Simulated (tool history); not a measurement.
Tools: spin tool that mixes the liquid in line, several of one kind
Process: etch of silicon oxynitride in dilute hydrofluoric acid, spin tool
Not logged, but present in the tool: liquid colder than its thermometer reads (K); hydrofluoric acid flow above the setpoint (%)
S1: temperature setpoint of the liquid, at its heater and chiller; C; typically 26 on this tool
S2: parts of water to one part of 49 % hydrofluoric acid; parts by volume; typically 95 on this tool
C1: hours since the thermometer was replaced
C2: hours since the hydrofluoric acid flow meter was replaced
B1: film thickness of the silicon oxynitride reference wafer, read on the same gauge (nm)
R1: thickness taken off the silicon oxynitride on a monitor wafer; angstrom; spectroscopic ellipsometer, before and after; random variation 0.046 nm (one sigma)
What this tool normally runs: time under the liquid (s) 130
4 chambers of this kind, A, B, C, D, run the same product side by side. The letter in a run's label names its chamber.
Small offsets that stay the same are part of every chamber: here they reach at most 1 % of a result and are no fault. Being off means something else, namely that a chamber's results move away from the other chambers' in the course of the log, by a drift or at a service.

{"run": "1B", "hour": 3.9, "S1": 26, "S2": 95, "time under the liquid (s)": 130, "C1": 699.8, "C2": 584.1, "B1": 60.045, "R1": 72.319}
{"run": "2D", "hour": 7.4, "S1": 26, "S2": 95, "time under the liquid (s)": 130, "C1": 762.0, "C2": 1097.8, "B1": 60.005, "R1": 72.335}
{"run": "3A", "hour": 10.7, "S1": 26, "S2": 95, "time under the liquid (s)": 130, "C1": 469.1, "C2": 1099.4, "B1": 60.011, "R1": 71.626}
{"run": "4C", "hour": 14.1, "S1": 26, "S2": 95, "time under the liquid (s)": 130, "C1": 664.7, "C2": 156.2, "B1": 59.993, "R1": 71.725}
{"run": "5D", "hour": 19.9, "S1": 26, "S2": 95, "time under the liquid (s)": 130, "C1": 774.5, "C2": 1110.3, "B1": 59.985, "R1": 72.835}
{"run": "6B", "hour": 26.4, "S1": 29, "S2": 60, "time under the liquid (s)": 130, "C1": 722.3, "C2": 606.6, "B1": 59.981, "R1": 137.16}
{"run": "7C", "hour": 31.6, "S1": 29, "S2": 60, "time under the liquid (s)": 130, "C1": 682.2, "C2": 173.7, "B1": 60.028, "R1": 138.54}
{"run": "8A", "hour": 36.3, "S1": 29, "S2": 60, "time under the liquid (s)": 130, "C1": 494.7, "C2": 1125.0, "B1": 60.031, "R1": 135.65}
{"run": "9A", "hour": 40.2, "S1": 29, "S2": 60, "time under the liquid (s)": 130, "C1": 498.6, "C2": 1128.9, "B1": 59.946, "R1": 136.72}
{"run": "10D", "hour": 45.9, "S1": 26, "S2": 95, "time under the liquid (s)": 130, "C1": 800.5, "C2": 1136.3, "B1": 60.025, "R1": 72.335}
{"run": "11C", "hour": 49.4, "S1": 26, "S2": 95, "time under the liquid (s)": 130, "C1": 700.0, "C2": 191.5, "B1": 59.986, "R1": 73.156}
{"run": "12B", "hour": 53.5, "S1": 26, "S2": 95, "time under the liquid (s)": 130, "C1": 749.4, "C2": 633.7, "B1": 59.99, "R1": 73.397}
{"run": "13B", "hour": 58.7, "S1": 26, "S2": 95, "time under the liquid (s)": 130, "C1": 754.6, "C2": 638.9, "B1": 60.012, "R1": 73.893}
{"run": "14D", "hour": 65.1, "S1": 26, "S2": 95, "time under the liquid (s)": 130, "C1": 819.7, "C2": 1155.5, "B1": 60.013, "R1": 72.78}
{"run": "15C", "hour": 68.1, "S1": 26, "S2": 95, "time under the liquid (s)": 130, "C1": 718.7, "C2": 210.2, "B1": 59.992, "R1": 72.432}
{"run": "16A", "hour": 72.9, "S1": 26, "S2": 95, "time under the liquid (s)": 50, "C1": 531.3, "C2": 1161.6, "B1": 59.978, "R1": 27.704}
{"run": "17C", "hour": 79.4, "S1": 26, "S2": 95, "time under the liquid (s)": 50, "C1": 730.0, "C2": 221.5, "B1": 59.99, "R1": 27.646}
{"run": "18A", "hour": 84.4, "S1": 26, "S2": 95, "time under the liquid (s)": 50, "C1": 542.8, "C2": 1173.1, "B1": 59.987, "R1": 27.717}
{"run": "19B", "hour": 89.8, "S1": 26, "S2": 95, "time under the liquid (s)": 50, "C1": 785.7, "C2": 670.0, "B1": 60.011, "R1": 29.151}
{"run": "20D", "hour": 93.3, "S1": 26, "S2": 95, "time under the liquid (s)": 130, "C1": 847.9, "C2": 1183.7, "B1": 60.033, "R1": 71.511}
{"run": "21C", "hour": 97.7, "S1": 26, "S2": 95, "time under the liquid (s)": 130, "C1": 748.3, "C2": 239.8, "B1": 59.997, "R1": 72.797}
{"run": "22B", "hour": 103.3, "S1": 26, "S2": 95, "time under the liquid (s)": 130, "C1": 799.2, "C2": 683.5, "B1": 59.994, "R1": 76.464}
{"run": "23A", "hour": 106.5, "S1": 28, "S2": 95, "time under the liquid (s)": 130, "C1": 564.9, "C2": 1195.2, "B1": 59.989, "R1": 77.933}
{"run": "24D", "hour": 110.2, "S1": 28, "S2": 95, "time under the liquid (s)": 130, "C1": 864.8, "C2": 1200.6, "B1": 59.98, "R1": 80.189}
{"run": "25C", "hour": 114.7, "S1": 28, "S2": 95, "time under the liquid (s)": 130, "C1": 765.3, "C2": 256.8, "B1": 59.97, "R1": 79.731}
{"run": "26A", "hour": 120.3, "S1": 28, "S2": 95, "time under the liquid (s)": 130, "C1": 578.7, "C2": 1209.0, "B1": 59.96, "R1": 79.812}
{"run": "27D", "hour": 123.2, "S1": 26, "S2": 95, "time under the liquid (s)": 130, "C1": 877.8, "C2": 1213.6, "B1": 60.012, "R1": 72.816}
{"run": "28B", "hour": 126.6, "S1": 26, "S2": 95, "time under the liquid (s)": 130, "C1": 822.5, "C2": 706.8, "B1": 59.979, "R1": 77.784}
{"run": "29C", "hour": 131.9, "S1": 26, "S2": 95, "time under the liquid (s)": 190, "C1": 782.5, "C2": 274.0, "B1": 60.004, "R1": 105.29}
{"run": "30B", "hour": 135.2, "S1": 26, "S2": 95, "time under the liquid (s)": 190, "C1": 831.1, "C2": 715.4, "B1": 59.978, "R1": 113.0}
{"hour": 135.8, "done": "chamber A: thermometer replaced"}
{"run": "31D", "hour": 139.9, "S1": 26, "S2": 95, "time under the liquid (s)": 190, "C1": 894.5, "C2": 1230.3, "B1": 59.99, "R1": 105.92}
{"run": "32A", "hour": 145.1, "S1": 26, "S2": 95, "time under the liquid (s)": 190, "C1": 9.4, "C2": 1233.8, "B1": 59.993, "R1": 105.29}

Decide between three cases: one chamber stands off from its peers, the gauge reading all wafers drifts, or nothing is wrong past each chamber's small offset. Where a chamber is off, say which and what most likely put it there.

One chamber, B, drifts off from the rest bit by bit.
What lies behind it: hydrofluoric acid flow above the setpoint (%) = 8.
The log may not tell that from: liquid hotter than its thermometer reads (K).

Here are 4 candidates for chamber B's next run, each the usual settings with a change, their results left as question marks. Which one brings its results back in line with what the others give on the usual settings?
In-line tolerance around the mean of the other chambers on the usual settings: R1 1.600 angstrom
{"run": "33B-1", "hour": 149.7, "S1": 25.5, "S2": 100, "time under the liquid (s)": 130, "R1": "?"}
{"run": "33B-2", "hour": 149.7, "S1": 26.0, "S2": 95, "time under the liquid (s)": 125, "R1": "?"}
{"run": "33B-3", "hour": 149.7, "S1": 26.0, "S2": 95, "time under the liquid (s)": 135, "R1": "?"}
{"run": "33B-4", "hour": 149.7, "S1": 28.0, "S2": 95, "time under the liquid (s)": 130, "R1": "?"}

On the usual settings, the other chambers give on average: R1 72.315 angstrom
run=33B-1 R1=72.781
run=33B-2 R1=75.786
run=33B-3 R1=81.849
run=33B-4 R1=86.365
Change 33B-1 lands the chamber within the allowed miss of the other chambers.

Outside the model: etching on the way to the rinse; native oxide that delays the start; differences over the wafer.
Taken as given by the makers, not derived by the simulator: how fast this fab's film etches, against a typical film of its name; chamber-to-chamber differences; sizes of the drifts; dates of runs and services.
